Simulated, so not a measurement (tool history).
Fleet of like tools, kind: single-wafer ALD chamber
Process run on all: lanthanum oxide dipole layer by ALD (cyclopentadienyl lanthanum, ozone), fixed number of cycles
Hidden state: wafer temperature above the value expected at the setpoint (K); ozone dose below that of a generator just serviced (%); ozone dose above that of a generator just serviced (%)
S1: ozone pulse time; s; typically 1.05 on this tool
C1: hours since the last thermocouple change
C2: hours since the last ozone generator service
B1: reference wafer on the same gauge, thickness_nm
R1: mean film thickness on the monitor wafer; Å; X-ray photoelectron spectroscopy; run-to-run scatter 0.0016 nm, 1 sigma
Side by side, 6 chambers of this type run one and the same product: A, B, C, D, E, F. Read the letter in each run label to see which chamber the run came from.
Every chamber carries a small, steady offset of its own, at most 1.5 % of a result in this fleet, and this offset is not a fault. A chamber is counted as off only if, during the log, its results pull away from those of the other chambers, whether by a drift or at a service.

Run 1A, hour 13.3: usual settings; C1 440.9; C2 1109.6; B1 0.42221. Result: R1 5.0816 Å.
At hour 16.8: chamber A: ozone generator serviced.
Run 2C, hour 27.6: usual settings; C1 826.3; C2 542.4; B1 0.42166. Result: R1 5.0692 Å.
Run 3B, hour 41.6: usual settings; C1 1036.4; C2 1285.4; B1 0.4225. Result: R1 5.0431 Å.
Run 4F, hour 50.8: usual settings; C1 1020; C2 1132.4; B1 0.42176. Result: R1 5.1305 Å.
Run 5D, hour 65.4: usual settings; C1 932.4; C2 419.9; B1 0.42201. Result: R1 5.0834 Å.
Run 6E, hour 72.8: usual settings but S1 1.2 s; C1 1585.1; C2 1542.4; B1 0.4215. Result: R1 5.2383 Å.
Run 7C, hour 81.2: usual settings but S1 1.2 s; C1 879.9; C2 596; B1 0.42187. Result: R1 5.2198 Å.
Run 8E, hour 91.6: usual settings but S1 1.2 s; C1 1603.9; C2 1561.2; B1 0.42223. Result: R1 5.2306 Å.
Run 9B, hour 104.5: usual settings but S1 1.2 s; C1 1099.3; C2 1348.3; B1 0.42215. Result: R1 5.2292 Å.
Run 10A, hour 118.1: usual settings but S1 1.2 s; C1 545.7; C2 101.4; B1 0.42218. Result: R1 5.3049 Å.
At hour 130.9: chamber E: thermocouple changed; heater temperature recalibrated.
Run 11D, hour 132.1: usual settings but S1 1.2 s; C1 999.1; C2 486.6; B1 0.42182. Result: R1 5.2462 Å.
Run 12F, hour 147.3: usual settings; C1 1116.5; C2 1228.9; B1 0.42223. Result: R1 5.1692 Å.
Run 13F, hour 161.3: usual settings; C1 1130.5; C2 1242.9; B1 0.42194. Result: R1 5.1682 Å.
Run 14C, hour 170.6: usual settings; C1 969.3; C2 685.4; B1 0.42227. Result: R1 5.0514 Å.
At hour 178.4: chamber E: ozone generator serviced.
Run 15E, hour 180.9: usual settings; C1 50; C2 2.5; B1 0.42246. Result: R1 5.0511 Å.
At hour 189.1: chamber F: thermocouple changed; heater temperature recalibrated.
Run 16A, hour 189.6: usual settings; C1 617.2; C2 172.9; B1 0.42163. Result: R1 5.0903 Å.
Run 17B, hour 201: usual settings but S1 0.9 s; C1 1195.8; C2 1444.8; B1 0.4223. Result: R1 4.7906 Å.
Run 18D, hour 210: usual settings but S1 0.9 s; C1 1077; C2 564.5; B1 0.42199. Result: R1 4.7935 Å.
Run 19D, hour 219.1: usual settings but S1 0.9 s; C1 1086.1; C2 573.6; B1 0.42184. Result: R1 4.7956 Å.
Run 20B, hour 234.2: usual settings but S1 0.9 s; C1 1229; C2 1478; B1 0.42189. Result: R1 4.7935 Å.
Run 21A, hour 245.8: usual settings but S1 0.9 s; C1 673.4; C2 229.1; B1 0.42194. Result: R1 4.8348 Å.
Run 22F, hour 260.8: usual settings but S1 0.9 s; C1 71.8; C2 1342.4; B1 0.42202. Result: R1 4.8761 Å.
Run 23E, hour 276.3: usual settings but S1 0.92 s; C1 145.4; C2 97.9; B1 0.42181. Result: R1 4.8613 Å.
Run 24C, hour 288.5: usual settings but S1 0.92 s; C1 1087.2; C2 803.3; B1 0.42185. Result: R1 4.8415 Å.
Run 25F, hour 300.4: usual settings but S1 0.92 s; C1 111.4; C2 1382; B1 0.42193. Result: R1 4.929 Å.
At hour 303.8: chamber C: thermocouple changed; heater temperature recalibrated.
Run 26A, hour 311.6: usual settings but S1 0.92 s; C1 739.2; C2 294.9; B1 0.42191. Result: R1 4.8804 Å.
At hour 316: chamber B: ozone generator serviced.
Run 27C, hour 325: usual settings but S1 0.92 s; C1 21.3; C2 839.8; B1 0.42182. Result: R1 4.8588 Å.
Run 28D, hour 332.5: usual settings but S1 0.92 s; C1 1199.5; C2 687; B1 0.42177. Result: R1 4.835 Å.
Run 29E, hour 347: usual settings; C1 216.1; C2 168.6; B1 0.42201. Result: R1 5.0583 Å.
Run 30B, hour 359.8: usual settings; C1 1354.6; C2 43.8; B1 0.42214. Result: R1 5.0316 Å.
Run 31C, hour 367.7: usual settings but S1 1.25 s; C1 64; C2 882.5; B1 0.42211. Result: R1 5.2814 Å.
Run 32E, hour 381.7: usual settings but S1 1.25 s; C1 250.8; C2 203.3; B1 0.4219. Result: R1 5.2862 Å.
Run 33B, hour 397.1: usual settings but S1 1.25 s; C1 1391.9; C2 81.1; B1 0.42206. Result: R1 5.2855 Å.
Run 34F, hour 407.7: usual settings but S1 1.25 s; C1 218.7; C2 1489.3; B1 0.42196. Result: R1 5.3965 Å.
Run 35A, hour 417.3: usual settings but S1 1.25 s; C1 844.9; C2 400.6; B1 0.42201. Result: R1 5.3271 Å.
Run 36D, hour 425.7: usual settings but S1 1.25 s; C1 1292.7; C2 780.2; B1 0.42197. Result: R1 5.297 Å.
Run 37C, hour 439.3: usual settings; C1 135.6; C2 954.1; B1 0.42202. Result: R1 5.0543 Å.
Run 38A, hour 452.9: usual settings; C1 880.5; C2 436.2; B1 0.42194. Result: R1 5.0902 Å.
Run 39D, hour 460.7: usual settings; C1 1327.7; C2 815.2; B1 0.42209. Result: R1 5.0325 Å.
Run 40B, hour 470.3: usual settings but S1 1.33 s; C1 1465.1; C2 154.3; B1 0.42217. Result: R1 5.3567 Å.
Run 41F, hour 485.5: usual settings but S1 1.33 s; C1 296.5; C2 1567.1; B1 0.42207. Result: R1 5.454 Å.
Run 42E, hour 492.8: usual settings but S1 1.33 s; C1 361.9; C2 314.4; B1 0.42203. Result: R1 5.3683 Å.
Run 43D, hour 503.5: usual settings but S1 1.33 s; C1 1370.5; C2 858; B1 0.42237. Result: R1 5.3526 Å.
Run 44A, hour 518.1: usual settings but S1 1.33 s; C1 945.7; C2 501.4; B1 0.42164. Result: R1 5.3863 Å.

Next, all 6 chambers run the settings below, one line each with question marks for the results. What does each chamber give?
Run 45A, hour 529.9: usual settings. Result: R1 ?.
Run 45B, hour 529.9: usual settings. Result: R1 ?.
Run 45C, hour 529.9: usual settings. Result: R1 ?.
Run 45D, hour 529.9: usual settings. Result: R1 ?.
Run 45E, hour 529.9: usual settings. Result: R1 ?.
Run 45F, hour 529.9: usual settings. Result: R1 ?.

run      R1
45A    5.09
45B  5.0713
45C  5.0585
45D  5.0632
45E  5.0597
45F  5.1665

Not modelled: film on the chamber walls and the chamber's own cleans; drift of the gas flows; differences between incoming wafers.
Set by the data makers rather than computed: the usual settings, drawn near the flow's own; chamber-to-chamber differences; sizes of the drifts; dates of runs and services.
